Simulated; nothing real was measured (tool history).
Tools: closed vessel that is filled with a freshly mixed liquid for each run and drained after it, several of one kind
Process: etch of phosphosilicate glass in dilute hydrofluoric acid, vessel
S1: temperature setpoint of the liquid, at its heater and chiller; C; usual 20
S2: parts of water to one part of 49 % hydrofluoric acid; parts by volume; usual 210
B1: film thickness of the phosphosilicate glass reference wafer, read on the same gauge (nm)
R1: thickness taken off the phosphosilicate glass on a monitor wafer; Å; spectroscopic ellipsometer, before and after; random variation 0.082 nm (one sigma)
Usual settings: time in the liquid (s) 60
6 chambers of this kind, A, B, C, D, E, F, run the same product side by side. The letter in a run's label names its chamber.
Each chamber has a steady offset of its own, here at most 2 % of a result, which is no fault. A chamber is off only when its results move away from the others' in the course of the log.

{"run": "1A", "hour": 3.7, "S1": 20, "S2": 210, "time in the liquid (s)": 60, "B1": 39.971, "R1": 256.22}
{"run": "2E", "hour": 9.2, "S1": 20, "S2": 210, "time in the liquid (s)": 60, "B1": 40.024, "R1": 259.49}
{"run": "3D", "hour": 14.1, "S1": 20, "S2": 210, "time in the liquid (s)": 60, "B1": 40.008, "R1": 257.62}
{"run": "4C", "hour": 18.7, "S1": 20, "S2": 210, "time in the liquid (s)": 60, "B1": 39.992, "R1": 251.95}
{"run": "5B", "hour": 24.5, "S1": 20, "S2": 210, "time in the liquid (s)": 60, "B1": 39.989, "R1": 255.49}
{"run": "6F", "hour": 29.9, "S1": 20, "S2": 210, "time in the liquid (s)": 60, "B1": 39.995, "R1": 253.03}
{"run": "7D", "hour": 35.3, "S1": 20, "S2": 210, "time in the liquid (s)": 60, "B1": 40.003, "R1": 258.28}
{"hour": 36.3, "done": "chamber B: hydrofluoric acid flow meter replaced"}
{"run": "8F", "hour": 41.0, "S1": 20, "S2": 210, "time in the liquid (s)": 60, "B1": 40.053, "R1": 253.97}
{"run": "9E", "hour": 47.4, "S1": 20, "S2": 210, "time in the liquid (s)": 60, "B1": 39.981, "R1": 261.25}
{"run": "10C", "hour": 54.1, "S1": 20, "S2": 210, "time in the liquid (s)": 60, "B1": 39.97, "R1": 252.23}
{"run": "11A", "hour": 57.9, "S1": 20, "S2": 210, "time in the liquid (s)": 60, "B1": 40, "R1": 255.27}
{"run": "12B", "hour": 61.3, "S1": 20, "S2": 210, "time in the liquid (s)": 60, "B1": 39.958, "R1": 256.21}
{"run": "13C", "hour": 67.9, "S1": 20, "S2": 210, "time in the liquid (s)": 60, "B1": 40, "R1": 251.09}
{"run": "14A", "hour": 72.0, "S1": 20, "S2": 210, "time in the liquid (s)": 60, "B1": 40, "R1": 253.51}
{"run": "15F", "hour": 78.0, "S1": 20, "S2": 210, "time in the liquid (s)": 60, "B1": 40.026, "R1": 252.16}
{"run": "16B", "hour": 83.1, "S1": 20, "S2": 210, "time in the liquid (s)": 60, "B1": 40.044, "R1": 255.09}
{"run": "17D", "hour": 87.1, "S1": 18, "S2": 210, "time in the liquid (s)": 60, "B1": 40.015, "R1": 237.31}
{"run": "18E", "hour": 92.1, "S1": 18, "S2": 210, "time in the liquid (s)": 60, "B1": 40.016, "R1": 239.68}
{"run": "19B", "hour": 96.9, "S1": 18, "S2": 210, "time in the liquid (s)": 60, "B1": 40.011, "R1": 235.61}
{"run": "20E", "hour": 101.0, "S1": 18, "S2": 210, "time in the liquid (s)": 60, "B1": 40.009, "R1": 240.32}
{"run": "21C", "hour": 104.1, "S1": 18, "S2": 210, "time in the liquid (s)": 60, "B1": 39.961, "R1": 234.65}
{"run": "22A", "hour": 110.4, "S1": 18, "S2": 210, "time in the liquid (s)": 60, "B1": 39.986, "R1": 235.74}
{"run": "23F", "hour": 113.8, "S1": 20, "S2": 210, "time in the liquid (s)": 60, "B1": 39.97, "R1": 253.56}
{"run": "24D", "hour": 118.6, "S1": 20, "S2": 210, "time in the liquid (s)": 60, "B1": 40.01, "R1": 257.15}
{"run": "25C", "hour": 125.0, "S1": 20, "S2": 210, "time in the liquid (s)": 60, "B1": 40.016, "R1": 251.5}
{"run": "26A", "hour": 129.7, "S1": 20, "S2": 210, "time in the liquid (s)": 60, "B1": 40.019, "R1": 254.74}
{"run": "27F", "hour": 135.5, "S1": 20, "S2": 210, "time in the liquid (s)": 60, "B1": 39.953, "R1": 253.72}
{"run": "28E", "hour": 139.1, "S1": 20, "S2": 210, "time in the liquid (s)": 60, "B1": 40.014, "R1": 260.22}
{"run": "29B", "hour": 143.7, "S1": 20, "S2": 210, "time in the liquid (s)": 60, "B1": 39.975, "R1": 254.4}
{"run": "30D", "hour": 148.8, "S1": 20, "S2": 210, "time in the liquid (s)": 60, "B1": 39.96, "R1": 257.88}
{"run": "31E", "hour": 151.7, "S1": 20, "S2": 210, "time in the liquid (s)": 60, "B1": 39.993, "R1": 260.2}
{"run": "32F", "hour": 158.2, "S1": 20, "S2": 210, "time in the liquid (s)": 60, "B1": 40.032, "R1": 252.41}
{"run": "33A", "hour": 164.8, "S1": 17, "S2": 110, "time in the liquid (s)": 60, "B1": 39.991, "R1": 470.57}
{"run": "34B", "hour": 168.7, "S1": 17, "S2": 110, "time in the liquid (s)": 60, "B1": 39.982, "R1": 474.43}
{"run": "35D", "hour": 175.2, "S1": 17, "S2": 110, "time in the liquid (s)": 60, "B1": 39.953, "R1": 482.89}
{"run": "36C", "hour": 180.7, "S1": 17, "S2": 110, "time in the liquid (s)": 60, "B1": 39.968, "R1": 469.94}

Is one chamber off against the others, does the gauge drift, or is nothing wrong? If a chamber is off, say which, and what the likeliest cause is.

No chamber stands off beyond its own small offset, and the gauge holds steady.

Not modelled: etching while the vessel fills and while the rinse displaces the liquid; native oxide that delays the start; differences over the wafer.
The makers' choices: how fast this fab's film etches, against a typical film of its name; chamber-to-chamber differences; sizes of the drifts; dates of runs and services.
